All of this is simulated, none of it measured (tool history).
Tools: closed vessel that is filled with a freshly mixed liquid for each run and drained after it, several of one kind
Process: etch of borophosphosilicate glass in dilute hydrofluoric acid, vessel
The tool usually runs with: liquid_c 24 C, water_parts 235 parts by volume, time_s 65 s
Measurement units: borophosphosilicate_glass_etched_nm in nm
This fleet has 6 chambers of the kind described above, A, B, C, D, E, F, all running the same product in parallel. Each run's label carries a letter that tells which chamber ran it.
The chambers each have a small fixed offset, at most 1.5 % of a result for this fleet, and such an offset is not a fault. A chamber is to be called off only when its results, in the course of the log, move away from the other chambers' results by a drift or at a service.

run,day,liquid_c,water_parts,time_s,hours since the thermometer was replaced,hours since the hydrofluoric acid flow meter was replaced,"read-back film thickness of the borophosphosilicate glass reference wafer, read on the same gauge (nm)",borophosphosilicate_glass_etched_nm
1D,0.312,24,235,65,1026.6,1002.9,109.98,8.1729
2F,0.667,24,235,65,607.8,1811.8,109.99,8.1206
# day 0.804: chamber B: hydrofluoric acid flow meter replaced
3A,1.142,24,235,65,1630.1,1075.8,109.99,8.2455
4B,1.488,24,235,65,1071.1,16.5,110.01,8.1445
5E,1.771,24,235,65,366.8,654.2,110.01,8.2108
6C,2.167,24,235,65,399,1186.3,110.05,8.3167
7A,2.542,24,235,65,1663.7,1109.4,110.02,8.3277
8C,2.912,24,235,65,416.9,1204.2,110.05,8.2796
9B,3.392,24,235,65,1116.8,62.2,109.99,8.3106
10E,3.625,24,235,65,411.3,698.7,110.01,8.0445
11D,4.042,24,235,65,1116.1,1092.4,109.97,8.0931
12F,4.35,24,235,65,696.2,1900.2,110.01,8.2417
13C,4.675,24,235,65,459.2,1246.5,109.99,8.1419
14F,4.929,24,175,40,710.1,1914.1,110.07,7.1266
15A,5.412,24,175,40,1732.6,1178.3,110,7.5814
# day 5.538: chamber A: thermometer replaced
16D,5.625,24,175,40,1154.1,1130.4,110.04,7.1055
17E,5.983,24,175,40,467.9,755.3,110,7.1335
18B,6.242,24,175,40,1185.2,130.6,110.02,7.2421
19A,6.462,24,175,40,22.2,1203.5,110.02,7.4084
20C,6.767,24,235,65,509.4,1296.7,110.01,8.1115
21D,7.058,24,235,65,1188.5,1164.8,110.05,8.147
22E,7.479,24,235,65,503.8,791.2,110,8.1611
23F,7.917,24,235,65,781.8,1985.8,110.04,8.12
24B,8.288,24,235,65,1234.3,179.7,109.98,8.1768
25D,8.642,24,235,65,1226.5,1202.8,110,8.2897
26C,9,24,235,65,563,1350.3,110.02,8.1733
27B,9.267,24,235,65,1257.8,203.2,110.01,8.0971
28F,9.529,24,235,65,820.5,2024.5,109.98,8.1496
29E,9.771,24,235,65,558.8,846.2,109.99,8.1409
30A,10.154,24,235,65,110.8,1292.1,109.99,8.7945
31B,10.55,24,235,65,1288.6,234,109.96,8.0816
32E,10.8,24,235,65,583.5,870.9,110.01,8.1283
33D,11.1,24,235,65,1285.5,1261.8,109.98,8.154
34A,11.579,24,235,65,145,1326.3,109.97,8.9237
35C,11.892,24,235,65,632.4,1419.7,109.97,8.1509
36F,12.338,24,235,65,887.9,2091.9,110.04,8.2765
37A,12.675,24,235,45,171.3,1352.6,109.96,6.1793
38E,13.117,24,235,45,639.1,926.5,110,5.5673
39B,13.446,24,235,45,1358.1,303.5,110.05,5.6288
40D,13.808,24,235,45,1350.5,1326.8,110.01,5.6576

All chambers now run identical settings, listed one chamber a line with results as question marks. What results will each chamber show?
41A,14.162,24,235,100,,,,?
41B,14.162,24,235,100,,,,?
41C,14.162,24,235,100,,,,?
41D,14.162,24,235,100,,,,?
41E,14.162,24,235,100,,,,?
41F,14.162,24,235,100,,,,?

run,borophosphosilicate_glass_etched_nm
41A,13.998
41B,12.665
41C,12.586
41D,12.533
41E,12.472
41F,12.469
